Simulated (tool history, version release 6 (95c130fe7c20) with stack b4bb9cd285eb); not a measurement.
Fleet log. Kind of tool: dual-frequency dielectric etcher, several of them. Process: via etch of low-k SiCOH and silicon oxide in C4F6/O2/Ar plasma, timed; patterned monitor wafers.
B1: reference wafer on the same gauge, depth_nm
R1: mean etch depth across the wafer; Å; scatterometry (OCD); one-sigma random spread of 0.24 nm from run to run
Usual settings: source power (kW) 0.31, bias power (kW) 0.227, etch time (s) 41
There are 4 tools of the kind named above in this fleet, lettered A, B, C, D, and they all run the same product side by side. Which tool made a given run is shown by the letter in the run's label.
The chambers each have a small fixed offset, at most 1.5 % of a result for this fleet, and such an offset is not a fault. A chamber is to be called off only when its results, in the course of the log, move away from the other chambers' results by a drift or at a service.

-- hour=3.2 chamber A: wet clean of the chamber
run 1D hour=4.1 | source_power_(kW)=0.31 bias_power_(kW)=0.227 etch_time_(s)=41 | B1=105 | R1=1058.1
run 2C hour=8.4 | source_power_(kW)=0.31 bias_power_(kW)=0.227 etch_time_(s)=41 | B1=104.98 | R1=1052.8
run 3B hour=11.7 | source_power_(kW)=0.31 bias_power_(kW)=0.227 etch_time_(s)=41 | B1=104.96 | R1=1040.6
run 4A hour=16.7 | source_power_(kW)=0.31 bias_power_(kW)=0.227 etch_time_(s)=41 | B1=105 | R1=1046.7
run 5D hour=22 | source_power_(kW)=0.31 bias_power_(kW)=0.227 etch_time_(s)=41 | B1=105.07 | R1=1058.3
run 6B hour=26.1 | source_power_(kW)=0.31 bias_power_(kW)=0.227 etch_time_(s)=41 | B1=105.01 | R1=1038.3
run 7A hour=30.5 | source_power_(kW)=0.31 bias_power_(kW)=0.227 etch_time_(s)=41 | B1=105 | R1=1046.9
run 8C hour=33.5 | source_power_(kW)=0.31 bias_power_(kW)=0.227 etch_time_(s)=41 | B1=105 | R1=1058.5
run 9C hour=40.2 | source_power_(kW)=0.31 bias_power_(kW)=0.227 etch_time_(s)=41 | B1=104.96 | R1=1052.7
run 10D hour=43.7 | source_power_(kW)=0.31 bias_power_(kW)=0.227 etch_time_(s)=41 | B1=104.97 | R1=1055.3
run 11B hour=46.9 | source_power_(kW)=0.31 bias_power_(kW)=0.227 etch_time_(s)=41 | B1=104.96 | R1=1035.6
run 12A hour=51.6 | source_power_(kW)=0.31 bias_power_(kW)=0.227 etch_time_(s)=41 | B1=105.01 | R1=1046.8
run 13B hour=55.3 | source_power_(kW)=0.31 bias_power_(kW)=0.227 etch_time_(s)=41 | B1=104.99 | R1=1040.1
-- hour=56.7 chamber D: source power generator calibrated
run 14D hour=60.9 | source_power_(kW)=0.31 bias_power_(kW)=0.227 etch_time_(s)=41 | B1=104.98 | R1=1061.3
run 15A hour=66.2 | source_power_(kW)=0.31 bias_power_(kW)=0.227 etch_time_(s)=41 | B1=104.94 | R1=1047.6
run 16C hour=71.5 | source_power_(kW)=0.31 bias_power_(kW)=0.227 etch_time_(s)=41 | B1=104.98 | R1=1054.7
run 17B hour=77.8 | source_power_(kW)=0.31 bias_power_(kW)=0.227 etch_time_(s)=41 | B1=105.06 | R1=1039.1
run 18C hour=81.1 | source_power_(kW)=0.31 bias_power_(kW)=0.227 etch_time_(s)=41 | B1=105.03 | R1=1058.3
run 19A hour=85.9 | source_power_(kW)=0.31 bias_power_(kW)=0.227 etch_time_(s)=41 | B1=105.07 | R1=1044.9
run 20D hour=89.4 | source_power_(kW)=0.31 bias_power_(kW)=0.227 etch_time_(s)=41 | B1=104.97 | R1=1059.1
run 21B hour=96.4 | source_power_(kW)=0.31 bias_power_(kW)=0.227 etch_time_(s)=41 | B1=105.05 | R1=1039.7
run 22D hour=102 | source_power_(kW)=0.31 bias_power_(kW)=0.227 etch_time_(s)=41 | B1=105.04 | R1=1058.8
run 23A hour=105.5 | source_power_(kW)=0.31 bias_power_(kW)=0.227 etch_time_(s)=41 | B1=104.96 | R1=1043.3
run 24C hour=110 | source_power_(kW)=0.31 bias_power_(kW)=0.227 etch_time_(s)=41 | B1=104.94 | R1=1056.9
run 25C hour=113.1 | source_power_(kW)=0.27 bias_power_(kW)=0.204 etch_time_(s)=41 | B1=104.97 | R1=970.03
run 26B hour=120.1 | source_power_(kW)=0.27 bias_power_(kW)=0.204 etch_time_(s)=41 | B1=105.01 | R1=953.92
run 27A hour=124.9 | source_power_(kW)=0.27 bias_power_(kW)=0.204 etch_time_(s)=41 | B1=104.97 | R1=959.37
run 28D hour=129.5 | source_power_(kW)=0.27 bias_power_(kW)=0.204 etch_time_(s)=41 | B1=104.99 | R1=970.06
-- hour=132.2 chamber B: wet clean of the chamber
run 29A hour=136.4 | source_power_(kW)=0.31 bias_power_(kW)=0.227 etch_time_(s)=41 | B1=105.03 | R1=1046.3
run 30B hour=142.7 | source_power_(kW)=0.31 bias_power_(kW)=0.227 etch_time_(s)=41 | B1=105.04 | R1=1027.9
run 31C hour=149.5 | source_power_(kW)=0.34 bias_power_(kW)=0.281 etch_time_(s)=41 | B1=104.93 | R1=1174.8
run 32D hour=154.4 | source_power_(kW)=0.34 bias_power_(kW)=0.281 etch_time_(s)=41 | B1=104.97 | R1=1183.8
run 33D hour=158.1 | source_power_(kW)=0.34 bias_power_(kW)=0.281 etch_time_(s)=41 | B1=104.99 | R1=1178.5
run 34A hour=164.3 | source_power_(kW)=0.34 bias_power_(kW)=0.281 etch_time_(s)=41 | B1=104.93 | R1=1168.3
run 35B hour=169.3 | source_power_(kW)=0.31 bias_power_(kW)=0.227 etch_time_(s)=41 | B1=104.97 | R1=1027.8
run 36C hour=175.7 | source_power_(kW)=0.31 bias_power_(kW)=0.227 etch_time_(s)=41 | B1=105.02 | R1=1060
run 37A hour=180.5 | source_power_(kW)=0.31 bias_power_(kW)=0.227 etch_time_(s)=41 | B1=104.93 | R1=1047.7
run 38D hour=186.6 | source_power_(kW)=0.31 bias_power_(kW)=0.227 etch_time_(s)=41 | B1=104.96 | R1=1060
run 39B hour=191.1 | source_power_(kW)=0.31 bias_power_(kW)=0.227 etch_time_(s)=41 | B1=105.03 | R1=1023.3
run 40C hour=195.3 | source_power_(kW)=0.31 bias_power_(kW)=0.227 etch_time_(s)=41 | B1=105.02 | R1=1055.6
run 41D hour=198.4 | source_power_(kW)=0.31 bias_power_(kW)=0.227 etch_time_(s)=41 | B1=104.96 | R1=1061.5
run 42B hour=204.7 | source_power_(kW)=0.31 bias_power_(kW)=0.227 etch_time_(s)=41 | B1=105.06 | R1=1022.5

All chambers now run identical settings, listed one chamber a line with results as question marks. What results will each chamber show?
run 43A hour=209.7 | source_power_(kW)=0.31 bias_power_(kW)=0.174 etch_time_(s)=41 | R1=?
run 43B hour=209.7 | source_power_(kW)=0.31 bias_power_(kW)=0.174 etch_time_(s)=41 | R1=?
run 43C hour=209.7 | source_power_(kW)=0.31 bias_power_(kW)=0.174 etch_time_(s)=41 | R1=?
run 43D hour=209.7 | source_power_(kW)=0.31 bias_power_(kW)=0.174 etch_time_(s)=41 | R1=?

run=43A R1=962.41
run=43B R1=941.41
run=43C R1=969.51
run=43D R1=972.98
